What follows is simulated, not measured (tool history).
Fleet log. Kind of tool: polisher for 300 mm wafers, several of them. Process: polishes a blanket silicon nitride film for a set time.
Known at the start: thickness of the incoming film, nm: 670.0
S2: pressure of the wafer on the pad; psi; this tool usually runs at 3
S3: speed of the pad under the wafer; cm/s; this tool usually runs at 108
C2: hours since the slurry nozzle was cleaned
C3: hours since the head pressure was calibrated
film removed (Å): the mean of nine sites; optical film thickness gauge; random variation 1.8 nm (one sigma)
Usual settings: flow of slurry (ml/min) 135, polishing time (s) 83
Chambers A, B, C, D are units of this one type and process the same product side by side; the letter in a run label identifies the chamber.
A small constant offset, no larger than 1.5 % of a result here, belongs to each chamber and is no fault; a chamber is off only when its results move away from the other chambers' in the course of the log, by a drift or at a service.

run 1C hour=3.9 | flow_of_slurry_(ml/min)=135 S2=3 S3=108 polishing_time_(s)=83 | wafers_polished_on_this_pad=868 C2=153.7 C3=376 | film_removed_(Å)=1460.8
run 2A hour=7.3 | flow_of_slurry_(ml/min)=135 S2=3 S3=108 polishing_time_(s)=83 | wafers_polished_on_this_pad=501 C2=535 C3=214.6 | film_removed_(Å)=1407.8
run 3B hour=11.3 | flow_of_slurry_(ml/min)=135 S2=3 S3=108 polishing_time_(s)=83 | wafers_polished_on_this_pad=658 C2=473 C3=173.8 | film_removed_(Å)=1451.1
run 4D hour=17.8 | flow_of_slurry_(ml/min)=135 S2=3 S3=108 polishing_time_(s)=83 | wafers_polished_on_this_pad=502 C2=77 C3=174.1 | film_removed_(Å)=1442.7
run 5B hour=23.5 | flow_of_slurry_(ml/min)=135 S2=3.9 S3=140 polishing_time_(s)=83 | wafers_polished_on_this_pad=763 C2=485.2 C3=186 | film_removed_(Å)=2349.8
run 6C hour=27.9 | flow_of_slurry_(ml/min)=135 S2=3.9 S3=140 polishing_time_(s)=83 | wafers_polished_on_this_pad=1075 C2=177.7 C3=400 | film_removed_(Å)=2300.5
-- hour=30.6 chamber C: worn pad replaced by a new one
run 7A hour=32.3 | flow_of_slurry_(ml/min)=135 S2=3.9 S3=140 polishing_time_(s)=83 | wafers_polished_on_this_pad=716 C2=560 C3=239.6 | film_removed_(Å)=2267.8
-- hour=35.9 chamber C: head pressure recalibrated
run 8D hour=37.3 | flow_of_slurry_(ml/min)=135 S2=3.9 S3=140 polishing_time_(s)=83 | wafers_polished_on_this_pad=669 C2=96.5 C3=193.6 | film_removed_(Å)=2301.9
-- hour=39.9 chamber D: worn pad replaced by a new one
-- hour=40.9 chamber B: slurry nozzle cleaned
run 9A hour=42.1 | flow_of_slurry_(ml/min)=135 S2=3 S3=108 polishing_time_(s)=83 | wafers_polished_on_this_pad=801 C2=569.8 C3=249.4 | film_removed_(Å)=1427.2
run 10C hour=45.8 | flow_of_slurry_(ml/min)=135 S2=3 S3=108 polishing_time_(s)=83 | wafers_polished_on_this_pad=131 C2=195.6 C3=9.9 | film_removed_(Å)=1464.6
run 11D hour=49.8 | flow_of_slurry_(ml/min)=155 S2=2.5 S3=108 polishing_time_(s)=83 | wafers_polished_on_this_pad=85 C2=109 C3=206.1 | film_removed_(Å)=1232.5
run 12B hour=54.8 | flow_of_slurry_(ml/min)=155 S2=2.5 S3=108 polishing_time_(s)=83 | wafers_polished_on_this_pad=1033 C2=14 C3=217.3 | film_removed_(Å)=1246.6
run 13C hour=59.2 | flow_of_slurry_(ml/min)=155 S2=2.5 S3=108 polishing_time_(s)=83 | wafers_polished_on_this_pad=246 C2=209 C3=23.3 | film_removed_(Å)=1250
run 14A hour=63.6 | flow_of_slurry_(ml/min)=155 S2=2.5 S3=108 polishing_time_(s)=83 | wafers_polished_on_this_pad=986 C2=591.3 C3=270.9 | film_removed_(Å)=1225.7
-- hour=66.9 chamber A: worn pad replaced by a new one
run 15D hour=68.4 | flow_of_slurry_(ml/min)=135 S2=3 S3=108 polishing_time_(s)=83 | wafers_polished_on_this_pad=246 C2=127.6 C3=224.7 | film_removed_(Å)=1448.3
run 16B hour=72.4 | flow_of_slurry_(ml/min)=135 S2=3 S3=108 polishing_time_(s)=83 | wafers_polished_on_this_pad=1184 C2=31.6 C3=234.9 | film_removed_(Å)=1434.9
run 17C hour=75.3 | flow_of_slurry_(ml/min)=135 S2=3 S3=108 polishing_time_(s)=83 | wafers_polished_on_this_pad=385 C2=225.1 C3=39.4 | film_removed_(Å)=1445.2
run 18D hour=79.4 | flow_of_slurry_(ml/min)=135 S2=3 S3=108 polishing_time_(s)=83 | wafers_polished_on_this_pad=340 C2=138.6 C3=235.7 | film_removed_(Å)=1420.1
run 19A hour=83.2 | flow_of_slurry_(ml/min)=135 S2=3 S3=108 polishing_time_(s)=83 | wafers_polished_on_this_pad=141 C2=610.9 C3=290.5 | film_removed_(Å)=1435.2
-- hour=85.3 chamber B: worn pad replaced by a new one
run 20B hour=87.7 | flow_of_slurry_(ml/min)=135 S2=3 S3=108 polishing_time_(s)=83 | wafers_polished_on_this_pad=21 C2=46.9 C3=250.2 | film_removed_(Å)=1469.9
run 21D hour=92.7 | flow_of_slurry_(ml/min)=135 S2=3 S3=126 polishing_time_(s)=83 | wafers_polished_on_this_pad=455 C2=151.9 C3=249 | film_removed_(Å)=1568.8
run 22C hour=97.7 | flow_of_slurry_(ml/min)=135 S2=3 S3=126 polishing_time_(s)=83 | wafers_polished_on_this_pad=578 C2=247.5 C3=61.8 | film_removed_(Å)=1651.5
run 23A hour=103.4 | flow_of_slurry_(ml/min)=135 S2=3 S3=126 polishing_time_(s)=83 | wafers_polished_on_this_pad=315 C2=631.1 C3=310.7 | film_removed_(Å)=1587
run 24B hour=108.9 | flow_of_slurry_(ml/min)=135 S2=3 S3=126 polishing_time_(s)=83 | wafers_polished_on_this_pad=203 C2=68.1 C3=271.4 | film_removed_(Å)=1672.9
run 25C hour=112.2 | flow_of_slurry_(ml/min)=135 S2=3 S3=134 polishing_time_(s)=83 | wafers_polished_on_this_pad=703 C2=262 C3=76.3 | film_removed_(Å)=1729.5
run 26B hour=117.5 | flow_of_slurry_(ml/min)=135 S2=3 S3=134 polishing_time_(s)=83 | wafers_polished_on_this_pad=277 C2=76.7 C3=280 | film_removed_(Å)=1737.3
run 27A hour=121.8 | flow_of_slurry_(ml/min)=135 S2=3 S3=134 polishing_time_(s)=83 | wafers_polished_on_this_pad=473 C2=649.5 C3=329.1 | film_removed_(Å)=1716.6
run 28D hour=127.3 | flow_of_slurry_(ml/min)=135 S2=3 S3=134 polishing_time_(s)=83 | wafers_polished_on_this_pad=753 C2=186.5 C3=283.6 | film_removed_(Å)=1592.1
run 29B hour=133.5 | flow_of_slurry_(ml/min)=135 S2=3 S3=108 polishing_time_(s)=83 | wafers_polished_on_this_pad=415 C2=92.7 C3=296 | film_removed_(Å)=1432.7

Next, all 4 chambers run the settings below, one line each with question marks for the results. What does each chamber give?
run 30A hour=138.1 | flow_of_slurry_(ml/min)=135 S2=3 S3=108 polishing_time_(s)=83 | film_removed_(Å)=?
run 30B hour=138.1 | flow_of_slurry_(ml/min)=135 S2=3 S3=108 polishing_time_(s)=83 | film_removed_(Å)=?
run 30C hour=138.1 | flow_of_slurry_(ml/min)=135 S2=3 S3=108 polishing_time_(s)=83 | film_removed_(Å)=?
run 30D hour=138.1 | flow_of_slurry_(ml/min)=135 S2=3 S3=108 polishing_time_(s)=83 | film_removed_(Å)=?

run=30A film_removed_(Å)=1436.3
run=30B film_removed_(Å)=1432.3
run=30C film_removed_(Å)=1447.8
run=30D film_removed_(Å)=1299.7

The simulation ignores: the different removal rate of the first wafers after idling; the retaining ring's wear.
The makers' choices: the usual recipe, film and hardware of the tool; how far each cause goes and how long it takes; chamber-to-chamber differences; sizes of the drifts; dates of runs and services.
